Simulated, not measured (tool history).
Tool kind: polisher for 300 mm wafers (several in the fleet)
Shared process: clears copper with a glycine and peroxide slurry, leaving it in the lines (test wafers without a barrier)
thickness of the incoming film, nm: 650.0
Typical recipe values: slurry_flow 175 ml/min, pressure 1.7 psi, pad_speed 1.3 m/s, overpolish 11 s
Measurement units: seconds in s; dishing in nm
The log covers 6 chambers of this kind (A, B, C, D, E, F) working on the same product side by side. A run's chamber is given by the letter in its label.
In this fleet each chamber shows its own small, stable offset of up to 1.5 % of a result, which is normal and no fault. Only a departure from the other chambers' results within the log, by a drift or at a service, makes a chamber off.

run   hour  slurry_flow  pressure  pad_speed  overpolish  wafers polished on this pad  hours since the slurry nozzle was cleaned  hours since the head pressure was calibrated  seconds  dishing
 1D    4.8          175       1.7        1.3          11                          266                                      625.1                                         153.6   170.76   30.697
 2F    8.9          175       1.7        1.3          11                           68                                      282.2                                         330.7   163.07   31.367
 3C   14.5          175       1.7        1.3          11                          338                                      230.7                                         962.0   163.96   31.926
 4E   21.7          175       1.7        1.3          11                          449                                      230.1                                         343.2   166.73   31.621
      26.1  -- chamber D: slurry nozzle cleaned
 5A   26.2          175       1.7        1.3          11                          619                                      377.6                                         494.6   161.21   30.626
 6B   33.5          175       1.7        1.3          11                          160                                      283.0                                         222.6   165.54   31.092
 7E   37.7          175       1.7        1.3          11                          523                                      246.1                                         359.2   165.43   31.684
 8C   42.3          175       2.3        1.3          11                          466                                      258.5                                         989.8   130.13   40.488
 9A   47.0          175       2.3        1.3          11                          715                                      398.4                                         515.4   125.82   39.457
10D   52.3          175       2.3        1.3          11                          486                                       26.2                                         201.1   131.99   39.281
      56.7  -- chamber A: worn pad replaced by a new one
11F   57.4          175       2.3        1.3          11                          292                                      330.7                                         379.2   130.51   38.988
12B   61.6          175       2.3        1.3          11                          290                                      311.1                                         250.7   127.73   39.444
      64.1  -- chamber C: slurry nozzle cleaned
13C   66.0          175       2.3        1.3          11                          576                                        2.0                                        1013.5   126.15   39.115
14F   71.8          175       1.7        1.3          11                          359                                      345.1                                         393.6   163.70   32.022
15D   75.8          195       2.0        1.3          11                          594                                       49.7                                         224.6   144.62   35.342
16A   80.8          195       2.0        1.3          11                          111                                      432.2                                         549.2   139.52   36.433
17E   85.6          195       2.0        1.3          11                          744                                      294.0                                         407.1   141.52   35.663
18B   92.3          195       2.0        1.3          11                          432                                      341.8                                         281.4   142.16   35.278
19A   97.0          195       2.0        1.3          11                          186                                      448.4                                         565.4   140.27   35.968
20E  100.8          195       2.0        1.3          11                          814                                      309.2                                         422.3   144.77   35.516
21C  107.8          175       1.7        1.3          11                          769                                       43.8                                        1055.3   164.45   30.780
22B  114.9          175       1.7        1.3          11                          537                                      364.4                                         304.0   167.55   31.616
23F  118.8          175       1.7        1.3          11                          576                                      392.1                                         440.6   167.15   31.512
24D  124.9          175       1.7        0.9          11                          821                                       98.8                                         273.7   220.67   24.560
25A  131.6          175       1.7        0.9          11                          346                                      483.0                                         600.0   219.28   24.358
     132.1  -- chamber F: worn pad replaced by a new one
     134.4  -- chamber B: worn pad replaced by a new one
26B  134.8          175       1.7        0.9          11                            2                                      384.3                                         323.9   221.88   24.673
27E  141.8          175       1.7        0.9          11                         1004                                      350.2                                         463.3   221.52   23.837
     142.2  -- chamber C: head pressure recalibrated
28D  147.2          175       1.7        0.9          11                          924                                      121.1                                         296.0   216.96   24.401
29C  151.2          175       1.7        0.9          11                          970                                       87.2                                           9.1   217.71   24.352
30F  157.0          175       1.5        1.3          11                          115                                      430.3                                         478.8   182.85   28.069
31A  164.2          175       1.5        1.3          11                          497                                      515.6                                         632.6   177.62   28.976
     166.3  -- chamber F: head pressure recalibrated
32F  167.6          175       1.5        1.3          11                          164                                      440.9                                           1.3   180.42   28.540
33B  172.4          175       1.5        1.3          11                          175                                      421.9                                         361.5   184.63   28.678
     172.5  -- chamber E: worn pad replaced by a new one
     176.3  -- chamber A: head pressure recalibrated
34D  179.0          175       1.5        1.3          11                         1071                                      152.9                                         327.8   180.44   27.184
35C  184.6          175       1.5        1.3          11                         1124                                      120.6                                          42.5   182.14   28.449
     186.5  -- chamber C: worn pad replaced by a new one
36E  188.5          175       1.7        1.3          11                           74                                      396.9                                         510.0   174.43   29.699
37C  194.3          175       1.7        1.3          11                           36                                      130.3                                          52.2   167.04   30.952
38B  200.0          175       1.7        1.3          11                          303                                      449.5                                         389.1   163.36   31.605
39E  203.3          175       1.7        1.3          11                          142                                      411.7                                         524.8   181.91   28.847
     205.0  -- chamber A: worn pad replaced by a new one
40F  209.9          175       1.7        1.3          11                          359                                      483.2                                          43.6   167.15   31.637
41A  215.0          215       1.3        1.3          11                           46                                      566.4                                          38.7   197.17   26.381

All 6 chambers run these settings next. Forecast each chamber's results:
42A  220.3          175       1.2        1.3          11                                                                                                                              ?        ?
42B  220.3          175       1.2        1.3          11                                                                                                                              ?        ?
42C  220.3          175       1.2        1.3          11                                                                                                                              ?        ?
42D  220.3          175       1.2        1.3          11                                                                                                                              ?        ?
42E  220.3          175       1.2        1.3          11                                                                                                                              ?        ?
42F  220.3          175       1.2        1.3          11                                                                                                                              ?        ?

run  seconds  dishing
42A   216.39   23.607
42B   213.96   24.184
42C   215.31   24.949
42D   217.54   24.388
42E   241.20   22.385
42F   211.46   24.443
